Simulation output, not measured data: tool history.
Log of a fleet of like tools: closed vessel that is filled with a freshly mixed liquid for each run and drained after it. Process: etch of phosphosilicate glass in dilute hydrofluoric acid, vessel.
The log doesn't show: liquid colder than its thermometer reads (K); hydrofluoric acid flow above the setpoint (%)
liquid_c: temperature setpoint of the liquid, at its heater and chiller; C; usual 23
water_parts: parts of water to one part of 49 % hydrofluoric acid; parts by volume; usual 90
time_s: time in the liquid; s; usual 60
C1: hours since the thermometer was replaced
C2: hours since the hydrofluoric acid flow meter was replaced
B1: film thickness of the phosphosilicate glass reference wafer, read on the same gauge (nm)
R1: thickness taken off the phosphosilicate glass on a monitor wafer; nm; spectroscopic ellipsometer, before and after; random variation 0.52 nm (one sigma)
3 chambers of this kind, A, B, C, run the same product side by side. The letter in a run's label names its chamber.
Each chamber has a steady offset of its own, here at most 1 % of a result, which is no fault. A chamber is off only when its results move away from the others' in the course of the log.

At hour 5.1: chamber B: thermometer replaced.
Run 1B, hour 5.1: usual settings; C1 0.1; C2 551.3; B1 129.98. Result: R1 97.297 nm.
Run 2A, hour 11.2: usual settings; C1 275.5; C2 45.7; B1 130.02. Result: R1 98.556 nm.
Run 3C, hour 16.2: usual settings; C1 1249.1; C2 391.1; B1 129.99. Result: R1 98.161 nm.
Run 4B, hour 24.0: usual settings; C1 19.0; C2 570.2; B1 130.01. Result: R1 98.148 nm.
Run 5A, hour 28.4: usual settings; C1 292.7; C2 62.9; B1 129.99. Result: R1 98.744 nm.
Run 6C, hour 32.8: usual settings; C1 1265.7; C2 407.7; B1 129.97. Result: R1 97.411 nm.
Run 7A, hour 36.8: usual settings; C1 301.1; C2 71.3; B1 130.01. Result: R1 98.565 nm.
Run 8C, hour 44.8: usual settings; C1 1277.7; C2 419.7; B1 129.98. Result: R1 97.249 nm.
Run 9B, hour 49.2: usual settings; C1 44.2; C2 595.4; B1 130.01. Result: R1 98.372 nm.
Run 10C, hour 54.0: usual settings; C1 1286.9; C2 428.9; B1 130.00. Result: R1 98.068 nm.
Run 11B, hour 60.2: usual settings; C1 55.2; C2 606.4; B1 130.03. Result: R1 98.703 nm.
Run 12A, hour 65.6: usual settings; C1 329.9; C2 100.1; B1 129.98. Result: R1 98.087 nm.
Run 13A, hour 70.1: usual settings; C1 334.4; C2 104.6; B1 129.97. Result: R1 98.190 nm.
Run 14C, hour 75.0: usual settings; C1 1307.9; C2 449.9; B1 129.96. Result: R1 97.748 nm.
Run 15B, hour 79.8: usual settings; C1 74.8; C2 626.0; B1 130.01. Result: R1 97.813 nm.
Run 16B, hour 85.8: usual settings; C1 80.8; C2 632.0; B1 130.00. Result: R1 97.550 nm.
Run 17C, hour 93.2: usual settings; C1 1326.1; C2 468.1; B1 130.04. Result: R1 97.963 nm.
Run 18A, hour 100.9: usual settings; C1 365.2; C2 135.4; B1 130.01. Result: R1 98.370 nm.
Run 19C, hour 106.7: usual settings; C1 1339.6; C2 481.6; B1 129.99. Result: R1 97.662 nm.
Run 20B, hour 113.9: usual settings; C1 108.9; C2 660.1; B1 130.03. Result: R1 98.110 nm.
Run 21A, hour 117.6: usual settings but time_s 40 s; C1 381.9; C2 152.1; B1 130.02. Result: R1 64.933 nm.
Run 22C, hour 125.0: usual settings but time_s 40 s; C1 1357.9; C2 499.9; B1 130.01. Result: R1 65.005 nm.
Run 23A, hour 131.5: usual settings but time_s 40 s; C1 395.8; C2 166.0; B1 130.01. Result: R1 65.364 nm.
Run 24B, hour 139.5: usual settings; C1 134.5; C2 685.7; B1 130.00. Result: R1 96.846 nm.
Run 25A, hour 146.7: usual settings; C1 411.0; C2 181.2; B1 130.01. Result: R1 98.460 nm.
Run 26B, hour 152.3: usual settings; C1 147.3; C2 698.5; B1 130.00. Result: R1 98.315 nm.

All 3 chambers run these settings next. Forecast each chamber's results:
Run 27A, hour 158.3: usual settings but water_parts 75 parts by volume. Result: R1 ?.
Run 27B, hour 158.3: usual settings but water_parts 75 parts by volume. Result: R1 ?.
Run 27C, hour 158.3: usual settings but water_parts 75 parts by volume. Result: R1 ?.

run       R1
27A  120.640
27B  119.920
27C  118.970
